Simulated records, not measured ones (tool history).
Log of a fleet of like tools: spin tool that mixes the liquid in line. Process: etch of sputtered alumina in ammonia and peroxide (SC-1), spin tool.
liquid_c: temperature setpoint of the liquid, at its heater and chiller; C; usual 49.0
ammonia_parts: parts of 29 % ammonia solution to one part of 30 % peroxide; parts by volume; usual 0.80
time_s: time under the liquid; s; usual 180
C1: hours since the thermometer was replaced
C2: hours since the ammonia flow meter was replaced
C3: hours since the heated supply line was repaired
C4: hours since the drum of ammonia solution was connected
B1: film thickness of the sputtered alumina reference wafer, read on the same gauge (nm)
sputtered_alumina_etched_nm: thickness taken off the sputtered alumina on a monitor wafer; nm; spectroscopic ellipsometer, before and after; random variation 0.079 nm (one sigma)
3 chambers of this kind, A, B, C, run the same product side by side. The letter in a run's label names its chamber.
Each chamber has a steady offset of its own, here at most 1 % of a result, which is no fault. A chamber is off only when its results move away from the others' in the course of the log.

-- hour=10.3 chamber C: new drum of ammonia solution connected
run 1B hour=11.8 | liquid_c=49.0 ammonia_parts=0.80 time_s=180 | C1=216.2 C2=2242.9 C3=646.8 C4=435.0 | B1=90.001 | sputtered_alumina_etched_nm=11.1660
run 2C hour=19.6 | liquid_c=49.0 ammonia_parts=0.80 time_s=180 | C1=134.5 C2=394.9 C3=350.6 C4=9.3 | B1=90.011 | sputtered_alumina_etched_nm=11.2180
-- hour=22.4 chamber B: heated supply line repaired
run 3A hour=30.1 | liquid_c=49.0 ammonia_parts=0.80 time_s=180 | C1=1276.6 C2=1161.1 C3=548.9 C4=101.5 | B1=89.997 | sputtered_alumina_etched_nm=11.4950
run 4A hour=41.1 | liquid_c=49.0 ammonia_parts=0.80 time_s=180 | C1=1287.6 C2=1172.1 C3=559.9 C4=112.5 | B1=89.987 | sputtered_alumina_etched_nm=11.2210
run 5B hour=50.4 | liquid_c=49.0 ammonia_parts=0.80 time_s=180 | C1=254.8 C2=2281.5 C3=28.1 C4=473.6 | B1=90.015 | sputtered_alumina_etched_nm=11.4310
run 6C hour=57.5 | liquid_c=49.0 ammonia_parts=0.80 time_s=180 | C1=172.4 C2=432.8 C3=388.5 C4=47.2 | B1=90.007 | sputtered_alumina_etched_nm=11.0470
run 7C hour=71.6 | liquid_c=49.0 ammonia_parts=0.80 time_s=180 | C1=186.5 C2=446.9 C3=402.6 C4=61.3 | B1=90.000 | sputtered_alumina_etched_nm=11.2350
run 8B hour=86.0 | liquid_c=49.0 ammonia_parts=0.80 time_s=180 | C1=290.4 C2=2317.1 C3=63.7 C4=509.2 | B1=89.989 | sputtered_alumina_etched_nm=11.4720
-- hour=94.0 chamber B: new drum of ammonia solution connected
run 9A hour=98.6 | liquid_c=49.0 ammonia_parts=0.80 time_s=180 | C1=1345.1 C2=1229.6 C3=617.4 C4=170.0 | B1=89.990 | sputtered_alumina_etched_nm=11.3840
run 10A hour=109.7 | liquid_c=49.0 ammonia_parts=0.80 time_s=180 | C1=1356.2 C2=1240.7 C3=628.5 C4=181.1 | B1=89.977 | sputtered_alumina_etched_nm=11.4300
run 11C hour=124.3 | liquid_c=49.0 ammonia_parts=0.80 time_s=180 | C1=239.2 C2=499.6 C3=455.3 C4=114.0 | B1=90.028 | sputtered_alumina_etched_nm=11.0920
run 12B hour=136.1 | liquid_c=49.0 ammonia_parts=1.05 time_s=180 | C1=340.5 C2=2367.2 C3=113.8 C4=42.2 | B1=89.986 | sputtered_alumina_etched_nm=11.6590
run 13A hour=146.5 | liquid_c=49.0 ammonia_parts=1.05 time_s=180 | C1=1393.0 C2=1277.5 C3=665.3 C4=217.9 | B1=90.008 | sputtered_alumina_etched_nm=11.5900
run 14B hour=160.6 | liquid_c=49.0 ammonia_parts=1.05 time_s=180 | C1=365.0 C2=2391.7 C3=138.3 C4=66.7 | B1=89.994 | sputtered_alumina_etched_nm=11.7210
run 15C hour=170.2 | liquid_c=49.0 ammonia_parts=0.80 time_s=180 | C1=285.1 C2=545.5 C3=501.2 C4=159.9 | B1=89.987 | sputtered_alumina_etched_nm=11.1220
run 16A hour=177.4 | liquid_c=49.0 ammonia_parts=0.60 time_s=180 | C1=1423.9 C2=1308.4 C3=696.2 C4=248.8 | B1=90.000 | sputtered_alumina_etched_nm=11.0560
run 17C hour=187.8 | liquid_c=49.0 ammonia_parts=0.60 time_s=180 | C1=302.7 C2=563.1 C3=518.8 C4=177.5 | B1=90.006 | sputtered_alumina_etched_nm=10.7710
run 18B hour=196.5 | liquid_c=49.0 ammonia_parts=0.60 time_s=180 | C1=400.9 C2=2427.6 C3=174.2 C4=102.6 | B1=90.002 | sputtered_alumina_etched_nm=11.0500
run 19C hour=203.2 | liquid_c=39.5 ammonia_parts=0.80 time_s=80 | C1=318.1 C2=578.5 C3=534.2 C4=192.9 | B1=89.996 | sputtered_alumina_etched_nm=2.8255
run 20A hour=212.5 | liquid_c=39.5 ammonia_parts=0.80 time_s=80 | C1=1459.0 C2=1343.5 C3=731.3 C4=283.9 | B1=90.013 | sputtered_alumina_etched_nm=2.9602
-- hour=218.9 chamber A: new drum of ammonia solution connected
run 21B hour=223.4 | liquid_c=39.5 ammonia_parts=0.80 time_s=80 | C1=427.8 C2=2454.5 C3=201.1 C4=129.5 | B1=89.993 | sputtered_alumina_etched_nm=2.9311
run 22A hour=232.1 | liquid_c=55.0 ammonia_parts=1.10 time_s=180 | C1=1478.6 C2=1363.1 C3=750.9 C4=13.2 | B1=90.003 | sputtered_alumina_etched_nm=16.3180
run 23C hour=241.4 | liquid_c=55.0 ammonia_parts=1.10 time_s=180 | C1=356.3 C2=616.7 C3=572.4 C4=231.1 | B1=90.029 | sputtered_alumina_etched_nm=15.5450
run 24B hour=249.9 | liquid_c=55.0 ammonia_parts=1.10 time_s=180 | C1=454.3 C2=2481.0 C3=227.6 C4=156.0 | B1=90.001 | sputtered_alumina_etched_nm=16.3500
run 25B hour=259.0 | liquid_c=49.0 ammonia_parts=0.80 time_s=180 | C1=463.4 C2=2490.1 C3=236.7 C4=165.1 | B1=90.001 | sputtered_alumina_etched_nm=11.4550
run 26A hour=271.3 | liquid_c=55.0 ammonia_parts=0.45 time_s=180 | C1=1517.8 C2=1402.3 C3=790.1 C4=52.4 | B1=90.003 | sputtered_alumina_etched_nm=14.7960
run 27C hour=280.0 | liquid_c=55.0 ammonia_parts=0.45 time_s=180 | C1=394.9 C2=655.3 C3=611.0 C4=269.7 | B1=90.011 | sputtered_alumina_etched_nm=13.8940
run 28B hour=294.3 | liquid_c=55.0 ammonia_parts=0.45 time_s=180 | C1=498.7 C2=2525.4 C3=272.0 C4=200.4 | B1=89.999 | sputtered_alumina_etched_nm=14.7920
-- hour=294.6 chamber B: ammonia flow meter replaced
run 29C hour=307.1 | liquid_c=49.0 ammonia_parts=0.80 time_s=180 | C1=422.0 C2=682.4 C3=638.1 C4=296.8 | B1=90.008 | sputtered_alumina_etched_nm=10.7130
run 30A hour=314.8 | liquid_c=58.5 ammonia_parts=0.80 time_s=275 | C1=1561.3 C2=1445.8 C3=833.6 C4=95.9 | B1=89.992 | sputtered_alumina_etched_nm=28.5110
run 31B hour=323.1 | liquid_c=58.5 ammonia_parts=0.80 time_s=275 | C1=527.5 C2=28.6 C3=300.8 C4=229.2 | B1=89.985 | sputtered_alumina_etched_nm=29.0120
-- hour=326.2 chamber C: new drum of ammonia solution connected
run 32A hour=331.8 | liquid_c=58.5 ammonia_parts=0.80 time_s=275 | C1=1578.3 C2=1462.8 C3=850.6 C4=112.9 | B1=89.999 | sputtered_alumina_etched_nm=28.7630
run 33C hour=338.4 | liquid_c=49.0 ammonia_parts=0.80 time_s=180 | C1=453.3 C2=713.7 C3=669.4 C4=12.2 | B1=89.997 | sputtered_alumina_etched_nm=10.6200
run 34B hour=352.5 | liquid_c=49.0 ammonia_parts=0.80 time_s=180 | C1=556.9 C2=58.0 C3=330.2 C4=258.6 | B1=90.014 | sputtered_alumina_etched_nm=11.3160
run 35C hour=364.9 | liquid_c=49.0 ammonia_parts=0.80 time_s=180 | C1=479.8 C2=740.2 C3=695.9 C4=38.7 | B1=89.992 | sputtered_alumina_etched_nm=10.5000
run 36A hour=379.4 | liquid_c=49.0 ammonia_parts=1.10 time_s=180 | C1=1625.9 C2=1510.4 C3=898.2 C4=160.5 | B1=89.987 | sputtered_alumina_etched_nm=11.7350
run 37B hour=393.6 | liquid_c=49.0 ammonia_parts=1.10 time_s=180 | C1=598.0 C2=99.1 C3=371.3 C4=299.7 | B1=90.013 | sputtered_alumina_etched_nm=11.5630

Next, every chamber runs the same settings. What will each give?
run 38A hour=404.0 | liquid_c=45.0 ammonia_parts=0.80 time_s=180 | sputtered_alumina_etched_nm=?
run 38B hour=404.0 | liquid_c=45.0 ammonia_parts=0.80 time_s=180 | sputtered_alumina_etched_nm=?
run 38C hour=404.0 | liquid_c=45.0 ammonia_parts=0.80 time_s=180 | sputtered_alumina_etched_nm=?

run=38A sputtered_alumina_etched_nm=9.0052
run=38B sputtered_alumina_etched_nm=9.0181
run=38C sputtered_alumina_etched_nm=8.2925
